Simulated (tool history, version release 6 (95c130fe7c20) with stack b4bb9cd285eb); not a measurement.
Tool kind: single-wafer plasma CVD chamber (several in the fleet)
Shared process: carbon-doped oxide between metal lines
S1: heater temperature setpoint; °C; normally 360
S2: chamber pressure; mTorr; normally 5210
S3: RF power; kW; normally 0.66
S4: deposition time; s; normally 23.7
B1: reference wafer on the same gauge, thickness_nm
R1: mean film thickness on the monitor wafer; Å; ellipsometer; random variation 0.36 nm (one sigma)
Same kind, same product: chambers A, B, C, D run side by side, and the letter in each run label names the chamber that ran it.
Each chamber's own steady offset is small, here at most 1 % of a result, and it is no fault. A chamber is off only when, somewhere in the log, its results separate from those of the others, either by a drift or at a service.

{"run": "1A", "day": 0.275, "S1": 360, "S2": 5210, "S3": 0.66, "S4": 23.7, "B1": 119.93, "R1": 1423.6}
{"run": "2D", "day": 0.6, "S1": 360, "S2": 5210, "S3": 0.66, "S4": 23.7, "B1": 119.93, "R1": 1420.1}
{"run": "3C", "day": 0.888, "S1": 360, "S2": 5210, "S3": 0.66, "S4": 23.7, "B1": 119.98, "R1": 1419}
{"run": "4B", "day": 1.083, "S1": 360, "S2": 5210, "S3": 0.66, "S4": 23.7, "B1": 120, "R1": 1410}
{"run": "5D", "day": 1.308, "S1": 360, "S2": 4740, "S3": 0.62, "S4": 23.7, "B1": 119.96, "R1": 1354.9}
{"run": "6C", "day": 1.483, "S1": 360, "S2": 4740, "S3": 0.62, "S4": 23.7, "B1": 119.96, "R1": 1349}
{"run": "7A", "day": 1.821, "S1": 360, "S2": 4740, "S3": 0.62, "S4": 23.7, "B1": 119.99, "R1": 1352.2}
{"run": "8B", "day": 2.167, "S1": 360, "S2": 4740, "S3": 0.62, "S4": 23.7, "B1": 119.95, "R1": 1336.3}
{"run": "9D", "day": 2.504, "S1": 360, "S2": 4170, "S3": 0.66, "S4": 23.7, "B1": 119.98, "R1": 1375.4}
{"run": "10C", "day": 2.742, "S1": 360, "S2": 4170, "S3": 0.66, "S4": 23.7, "B1": 120.02, "R1": 1377.6}
{"run": "11A", "day": 3.1, "S1": 360, "S2": 4170, "S3": 0.66, "S4": 23.7, "B1": 120.04, "R1": 1380.1}
{"run": "12B", "day": 3.425, "S1": 360, "S2": 4170, "S3": 0.66, "S4": 23.7, "B1": 120, "R1": 1366.3}
{"run": "13C", "day": 3.688, "S1": 360, "S2": 5210, "S3": 0.66, "S4": 23.7, "B1": 120.06, "R1": 1413.4}
{"run": "14D", "day": 3.883, "S1": 360, "S2": 5210, "S3": 0.66, "S4": 23.7, "B1": 120.02, "R1": 1418}
{"run": "15B", "day": 4.275, "S1": 360, "S2": 5210, "S3": 0.66, "S4": 23.7, "B1": 119.97, "R1": 1405.5}
{"run": "16A", "day": 4.608, "S1": 360, "S2": 5210, "S3": 0.66, "S4": 23.7, "B1": 120, "R1": 1419.2}
{"run": "17A", "day": 4.95, "S1": 360, "S2": 5210, "S3": 0.66, "S4": 23.7, "B1": 119.96, "R1": 1424}
{"run": "18C", "day": 5.138, "S1": 360, "S2": 5210, "S3": 0.66, "S4": 23.7, "B1": 120.07, "R1": 1415}
{"run": "19B", "day": 5.421, "S1": 355, "S2": 5210, "S3": 0.66, "S4": 23.7, "B1": 120.03, "R1": 1430.3}
{"run": "20D", "day": 5.796, "S1": 355, "S2": 5210, "S3": 0.66, "S4": 23.7, "B1": 119.97, "R1": 1425.2}
{"run": "21D", "day": 6.158, "S1": 355, "S2": 5210, "S3": 0.66, "S4": 23.7, "B1": 119.94, "R1": 1427.8}
{"run": "22C", "day": 6.467, "S1": 355, "S2": 5210, "S3": 0.66, "S4": 23.7, "B1": 119.98, "R1": 1433.5}
{"run": "23A", "day": 6.683, "S1": 360, "S2": 5210, "S3": 0.66, "S4": 23.7, "B1": 120.03, "R1": 1423.6}
{"run": "24B", "day": 7.004, "S1": 360, "S2": 5210, "S3": 0.66, "S4": 23.7, "B1": 119.96, "R1": 1415.3}
{"run": "25A", "day": 7.362, "S1": 360, "S2": 5210, "S3": 0.66, "S4": 23.7, "B1": 120.06, "R1": 1427.8}
{"run": "26C", "day": 7.542, "S1": 360, "S2": 5210, "S3": 0.66, "S4": 23.7, "B1": 119.97, "R1": 1418.6}
{"run": "27B", "day": 7.8, "S1": 360, "S2": 5210, "S3": 0.66, "S4": 23.7, "B1": 119.93, "R1": 1405.9}
{"run": "28D", "day": 7.992, "S1": 360, "S2": 5210, "S3": 0.66, "S4": 23.7, "B1": 120.01, "R1": 1398.6}
{"run": "29C", "day": 8.196, "S1": 360, "S2": 5210, "S3": 0.735, "S4": 25.5, "B1": 119.92, "R1": 1625.2}
{"run": "30B", "day": 8.583, "S1": 360, "S2": 5210, "S3": 0.735, "S4": 25.5, "B1": 120.02, "R1": 1621.5}
{"run": "31D", "day": 8.846, "S1": 360, "S2": 5210, "S3": 0.735, "S4": 25.5, "B1": 119.99, "R1": 1594.9}

All 4 chambers run these settings next. Forecast each chamber's results:
{"run": "32A", "day": 9.133, "S1": 360, "S2": 5210, "S3": 0.66, "S4": 23.7, "R1": "?"}
{"run": "32B", "day": 9.133, "S1": 360, "S2": 5210, "S3": 0.66, "S4": 23.7, "R1": "?"}
{"run": "32C", "day": 9.133, "S1": 360, "S2": 5210, "S3": 0.66, "S4": 23.7, "R1": "?"}
{"run": "32D", "day": 9.133, "S1": 360, "S2": 5210, "S3": 0.66, "S4": 23.7, "R1": "?"}

run=32A R1=1427.9
run=32B R1=1411.6
run=32C R1=1418.5
run=32D R1=1389.5
